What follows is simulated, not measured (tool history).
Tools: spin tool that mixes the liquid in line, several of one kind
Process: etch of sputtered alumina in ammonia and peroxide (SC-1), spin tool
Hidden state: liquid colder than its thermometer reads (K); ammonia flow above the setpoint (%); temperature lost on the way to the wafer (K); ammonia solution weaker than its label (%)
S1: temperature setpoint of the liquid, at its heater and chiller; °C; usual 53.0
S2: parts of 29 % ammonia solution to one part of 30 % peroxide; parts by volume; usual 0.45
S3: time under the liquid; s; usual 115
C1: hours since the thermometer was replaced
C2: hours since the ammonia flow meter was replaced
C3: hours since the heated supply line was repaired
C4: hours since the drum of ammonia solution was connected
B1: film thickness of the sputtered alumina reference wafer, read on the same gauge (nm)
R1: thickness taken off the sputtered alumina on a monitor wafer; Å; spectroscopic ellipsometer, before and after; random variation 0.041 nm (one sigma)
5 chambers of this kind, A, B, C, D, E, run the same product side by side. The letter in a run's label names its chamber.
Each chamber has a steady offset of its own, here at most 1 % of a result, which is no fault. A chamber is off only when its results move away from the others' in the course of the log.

Run 1A, hour 3.3: usual settings; C1 633.1; C2 154.6; C3 1703.2; C4 204.7; B1 90.017. Result: R1 84.081 Å.
Run 2C, hour 6.9: usual settings; C1 867.1; C2 53.5; C3 2458.8; C4 985.5; B1 89.994. Result: R1 84.650 Å.
Run 3E, hour 10.7: usual settings; C1 834.2; C2 1562.8; C3 2034.2; C4 113.4; B1 90.036. Result: R1 84.212 Å.
Run 4B, hour 13.9: usual settings; C1 354.0; C2 1227.6; C3 2618.3; C4 120.9; B1 89.967. Result: R1 84.668 Å.
Run 5D, hour 17.0: usual settings; C1 521.0; C2 950.4; C3 941.2; C4 140.3; B1 89.991. Result: R1 84.282 Å.
Run 6A, hour 20.2: usual settings; C1 650.0; C2 171.5; C3 1720.1; C4 221.6; B1 90.041. Result: R1 84.878 Å.
At hour 22.0: chamber B: ammonia flow meter replaced.
Run 7D, hour 23.6: usual settings; C1 527.6; C2 957.0; C3 947.8; C4 146.9; B1 90.047. Result: R1 84.443 Å.
Run 8C, hour 26.8: usual settings but S1 59.0 °C, S2 0.55 parts by volume; C1 887.0; C2 73.4; C3 2478.7; C4 1005.4; B1 90.004. Result: R1 118.410 Å.
Run 9E, hour 31.8: usual settings but S1 59.0 °C, S2 0.55 parts by volume; C1 855.3; C2 1583.9; C3 2055.3; C4 134.5; B1 89.999. Result: R1 117.500 Å.
Run 10B, hour 36.0: usual settings but S1 59.0 °C, S2 0.55 parts by volume; C1 376.1; C2 14.1; C3 2640.4; C4 143.0; B1 90.042. Result: R1 119.170 Å.
Run 11E, hour 39.8: usual settings but S1 59.0 °C, S2 0.55 parts by volume; C1 863.3; C2 1591.9; C3 2063.3; C4 142.5; B1 90.028. Result: R1 116.930 Å.
Run 12B, hour 44.2: usual settings but S1 59.0 °C, S2 0.55 parts by volume; C1 384.3; C2 22.3; C3 2648.6; C4 151.2; B1 90.024. Result: R1 118.760 Å.
Run 13A, hour 47.9: usual settings but S2 0.60 parts by volume, S3 75 s; C1 677.7; C2 199.2; C3 1747.8; C4 249.3; B1 89.978. Result: R1 56.064 Å.
Run 14C, hour 51.3: usual settings but S2 0.60 parts by volume, S3 75 s; C1 911.5; C2 97.9; C3 2503.2; C4 1029.9; B1 90.016. Result: R1 57.293 Å.
Run 15D, hour 53.9: usual settings but S2 0.60 parts by volume, S3 75 s; C1 557.9; C2 987.3; C3 978.1; C4 177.2; B1 89.989. Result: R1 56.962 Å.
Run 16D, hour 57.3: usual settings but S2 0.60 parts by volume, S3 75 s; C1 561.3; C2 990.7; C3 981.5; C4 180.6; B1 89.998. Result: R1 56.614 Å.
Run 17B, hour 60.4: usual settings but S2 0.60 parts by volume, S3 75 s; C1 400.5; C2 38.5; C3 2664.8; C4 167.4; B1 90.010. Result: R1 56.734 Å.
Run 18A, hour 62.8: usual settings; C1 692.6; C2 214.1; C3 1762.7; C4 264.2; B1 89.994. Result: R1 82.818 Å.
At hour 66.7: chamber C: new drum of ammonia solution connected.
Run 19C, hour 67.6: usual settings but S2 0.55 parts by volume, S3 145 s; C1 927.8; C2 114.2; C3 2519.5; C4 1.0; B1 89.983. Result: R1 109.080 Å.
Run 20E, hour 72.6: usual settings but S2 0.55 parts by volume, S3 145 s; C1 896.1; C2 1624.7; C3 2096.1; C4 175.3; B1 90.019. Result: R1 108.840 Å.
Run 21A, hour 77.5: usual settings but S2 0.55 parts by volume, S3 145 s; C1 707.3; C2 228.8; C3 1777.4; C4 278.9; B1 89.971. Result: R1 105.620 Å.
Run 22D, hour 80.1: usual settings but S2 0.55 parts by volume, S3 145 s; C1 584.1; C2 1013.5; C3 1004.3; C4 203.4; B1 90.002. Result: R1 109.030 Å.
Run 23B, hour 83.8: usual settings but S2 0.55 parts by volume, S3 145 s; C1 423.9; C2 61.9; C3 2688.2; C4 190.8; B1 89.955. Result: R1 108.410 Å.
Run 24E, hour 86.8: usual settings; C1 910.3; C2 1638.9; C3 2110.3; C4 189.5; B1 89.970. Result: R1 84.721 Å.
Run 25C, hour 90.6: usual settings; C1 950.8; C2 137.2; C3 2542.5; C4 24.0; B1 89.988. Result: R1 85.190 Å.
Run 26E, hour 95.7: usual settings but S1 56.5 °C, S3 150 s; C1 919.2; C2 1647.8; C3 2119.2; C4 198.4; B1 89.998. Result: R1 133.000 Å.
Run 27B, hour 99.6: usual settings but S1 56.5 °C, S3 150 s; C1 439.7; C2 77.7; C3 2704.0; C4 206.6; B1 90.000. Result: R1 131.810 Å.
Run 28A, hour 102.8: usual settings but S1 56.5 °C, S3 150 s; C1 732.6; C2 254.1; C3 1802.7; C4 304.2; B1 89.994. Result: R1 127.580 Å.
Run 29C, hour 106.3: usual settings but S1 56.5 °C, S3 150 s; C1 966.5; C2 152.9; C3 2558.2; C4 39.7; B1 90.019. Result: R1 133.190 Å.
Run 30D, hour 111.5: usual settings but S1 56.5 °C, S3 150 s; C1 615.5; C2 1044.9; C3 1035.7; C4 234.8; B1 89.987. Result: R1 130.950 Å.
Run 31E, hour 114.4: usual settings; C1 937.9; C2 1666.5; C3 2137.9; C4 217.1; B1 90.005. Result: R1 84.870 Å.
Run 32B, hour 118.1: usual settings; C1 458.2; C2 96.2; C3 2722.5; C4 225.1; B1 89.999. Result: R1 84.962 Å.
Run 33D, hour 123.2: usual settings; C1 627.2; C2 1056.6; C3 1047.4; C4 246.5; B1 89.981. Result: R1 84.821 Å.
Run 34C, hour 128.4: usual settings; C1 988.6; C2 175.0; C3 2580.3; C4 61.8; B1 89.980. Result: R1 84.149 Å.

What goes on in this fleet: one chamber off, a drifting gauge, or nothing beyond the chambers' own small offsets? Name the chamber and the cause, if any.

Chamber A drifts away from the others.
Cause: liquid colder than its thermometer reads (K) = 0.94.
The log may not tell that from: temperature lost on the way to the wafer (K).

Here are 4 candidates for chamber A's next run, each the usual settings with a change, their results left as question marks. Which one brings its results back in line with what the others give on the usual settings?
In line means no further than this from the other chambers' mean on the usual settings: R1 1.500 Å
Run 35A-1, hour 132.4: usual settings but S1 54.0 °C. Result: R1 ?.
Run 35A-2, hour 132.4: usual settings but S1 52.5 °C. Result: R1 ?.
Run 35A-3, hour 132.4: usual settings but S1 52.0 °C. Result: R1 ?.
Run 35A-4, hour 132.4: usual settings but S2 0.55 parts by volume. Result: R1 ?.

The other chambers' mean on the usual settings: R1 84.534 Å
  run      R1
35A-1  85.038
35A-2  78.362
35A-3  76.213
35A-4  82.086
35A-1 brings the chamber back in line.

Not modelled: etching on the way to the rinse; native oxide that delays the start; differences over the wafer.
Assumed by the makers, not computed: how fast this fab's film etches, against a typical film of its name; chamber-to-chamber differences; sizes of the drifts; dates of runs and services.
